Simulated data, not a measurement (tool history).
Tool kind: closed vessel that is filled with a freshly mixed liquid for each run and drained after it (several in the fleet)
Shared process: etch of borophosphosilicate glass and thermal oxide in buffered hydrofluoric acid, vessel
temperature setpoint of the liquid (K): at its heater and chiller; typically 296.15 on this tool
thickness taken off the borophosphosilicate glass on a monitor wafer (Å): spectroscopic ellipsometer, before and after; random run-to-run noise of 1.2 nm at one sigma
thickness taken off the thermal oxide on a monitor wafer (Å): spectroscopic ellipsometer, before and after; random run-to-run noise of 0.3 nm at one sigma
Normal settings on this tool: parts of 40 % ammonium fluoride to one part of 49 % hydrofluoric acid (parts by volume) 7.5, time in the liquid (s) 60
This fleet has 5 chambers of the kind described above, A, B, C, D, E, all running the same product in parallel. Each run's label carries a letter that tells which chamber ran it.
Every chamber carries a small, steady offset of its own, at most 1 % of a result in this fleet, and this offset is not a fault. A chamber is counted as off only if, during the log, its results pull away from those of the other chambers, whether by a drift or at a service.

| run | hour | temperature setpoint of the liquid (K) | parts of 40 % ammonium fluoride to one part of 49 % hydrofluoric acid (parts by volume) | time in the liquid (s) | read-back film thickness of the borophosphosilicate glass reference wafer, read on the same gauge (nm) | read-back film thickness of the thermal oxide reference wafer, read on the same gauge (nm) | thickness taken off the borophosphosilicate glass on a monitor wafer (Å) | thickness taken off the thermal oxide on a monitor wafer (Å) |
|---|---|---|---|---|---|---|---|---|
| 1C | 10.5 | 296.15 | 7.5 | 60 | 40.021 | 29.967 | 1725.3 | 853.33 |
| 2E | 18.3 | 296.15 | 7.5 | 60 | 40.028 | 29.978 | 1741.2 | 861.13 |
| 3D | 26.2 | 296.15 | 7.5 | 60 | 39.97 | 30.005 | 1746.8 | 853.25 |
| 4A | 39.5 | 296.15 | 7.5 | 60 | 39.943 | 29.999 | 1706.3 | 852.29 |
| 5B | 56 | 296.15 | 7.5 | 60 | 39.957 | 30 | 1738 | 862.85 |
| 6A | 63.9 | 296.15 | 7.5 | 60 | 40.034 | 30.009 | 1733.2 | 864.34 |
| 7E | 71.3 | 296.15 | 7.5 | 60 | 39.969 | 30.012 | 1742.5 | 861.9 |
| 8C | 82.8 | 296.15 | 7.5 | 60 | 39.994 | 29.985 | 1721.8 | 854.89 |
| 9B | 93.7 | 296.15 | 7.5 | 60 | 39.992 | 29.988 | 1738.6 | 858.96 |
|  | 102 | chamber D: thermometer replaced |
| 10D | 107.8 | 296.15 | 7.5 | 60 | 39.961 | 30.001 | 1743.7 | 862.09 |
| 11B | 119.4 | 296.15 | 7.5 | 60 | 39.976 | 30.012 | 1746.4 | 859.81 |
| 12D | 127.1 | 296.15 | 7.5 | 60 | 39.961 | 30.001 | 1754.1 | 860.82 |
| 13A | 141.3 | 296.15 | 7.5 | 60 | 39.978 | 30.004 | 1723.6 | 860.81 |
| 14E | 148.7 | 296.15 | 7.5 | 60 | 39.992 | 30 | 1738.1 | 862.55 |
| 15C | 164.9 | 296.15 | 10 | 60 | 40.025 | 30.003 | 1303 | 651.97 |
| 16C | 177.9 | 296.15 | 10 | 60 | 39.995 | 29.981 | 1304.1 | 657.22 |
| 17E | 190.7 | 296.15 | 10 | 60 | 39.992 | 29.991 | 1336 | 662.52 |
| 18B | 201 | 296.15 | 10 | 60 | 40 | 29.989 | 1352.6 | 662.53 |
| 19A | 213 | 296.15 | 10 | 60 | 39.998 | 30.03 | 1327.8 | 660.73 |
| 20D | 222.6 | 296.15 | 7.5 | 60 | 40.021 | 30 | 1754.5 | 857.74 |
|  | 225.4 | chamber C: thermometer replaced |
| 21E | 237.2 | 296.15 | 7.5 | 60 | 39.972 | 30.017 | 1757.7 | 861.35 |
| 22C | 252.8 | 296.15 | 7.5 | 60 | 40.037 | 29.995 | 1705.5 | 855.55 |
| 23A | 265.6 | 296.15 | 7.5 | 60 | 39.951 | 30.035 | 1723.2 | 863.59 |
| 24D | 280.5 | 296.15 | 7.5 | 60 | 39.964 | 29.998 | 1729.8 | 858.88 |
| 25B | 295.9 | 296.15 | 7.5 | 60 | 39.991 | 30.01 | 1730.7 | 858.94 |
|  | 296.1 | chamber E: hydrofluoric acid flow meter replaced |
| 26A | 304.2 | 296.15 | 7.5 | 60 | 40.021 | 30.002 | 1734.2 | 855.72 |
| 27C | 319.9 | 292.65 | 7.5 | 80 | 40 | 29.971 | 1900.4 | 935.04 |
| 28B | 329.4 | 292.65 | 7.5 | 80 | 39.946 | 30.012 | 1899.8 | 935.95 |
| 29E | 337.2 | 292.65 | 7.5 | 80 | 40.004 | 30.008 | 1931.2 | 950.04 |
| 30D | 346 | 292.65 | 7.5 | 80 | 40.08 | 30.001 | 1925.6 | 952.03 |
| 31C | 358.1 | 292.65 | 7.5 | 80 | 40.019 | 30.016 | 1891 | 932.84 |
| 32D | 374.1 | 296.15 | 7.5 | 60 | 40.044 | 29.993 | 1749 | 858.04 |
| 33A | 386.9 | 296.15 | 7.5 | 60 | 39.986 | 29.993 | 1725.9 | 854.06 |
| 34E | 402.4 | 296.15 | 7.5 | 85 | 40.015 | 29.992 | 2453.4 | 1228.4 |
| 35B | 418.2 | 296.15 | 7.5 | 85 | 40.017 | 29.994 | 2456.2 | 1218.2 |
| 36C | 434.2 | 296.15 | 7.5 | 85 | 40.006 | 30.027 | 2463.8 | 1213.7 |

Next, all 5 chambers run the settings below, one line each with question marks for the results. What does each chamber give?
| 37A | 446.1 | 296.15 | 7.5 | 60 |  |  | ? | ? |
| 37B | 446.1 | 296.15 | 7.5 | 60 |  |  | ? | ? |
| 37C | 446.1 | 296.15 | 7.5 | 60 |  |  | ? | ? |
| 37D | 446.1 | 296.15 | 7.5 | 60 |  |  | ? | ? |
| 37E | 446.1 | 296.15 | 7.5 | 60 |  |  | ? | ? |

| run | thickness taken off the borophosphosilicate glass on a monitor wafer (Å) | thickness taken off the thermal oxide on a monitor wafer (Å) |
|---|---|---|
| 37A | 1741.4 | 858.78 |
| 37B | 1719.3 | 859.44 |
| 37C | 1707.6 | 855.23 |
| 37D | 1733.7 | 855.67 |
| 37E | 1755.5 | 861.09 |
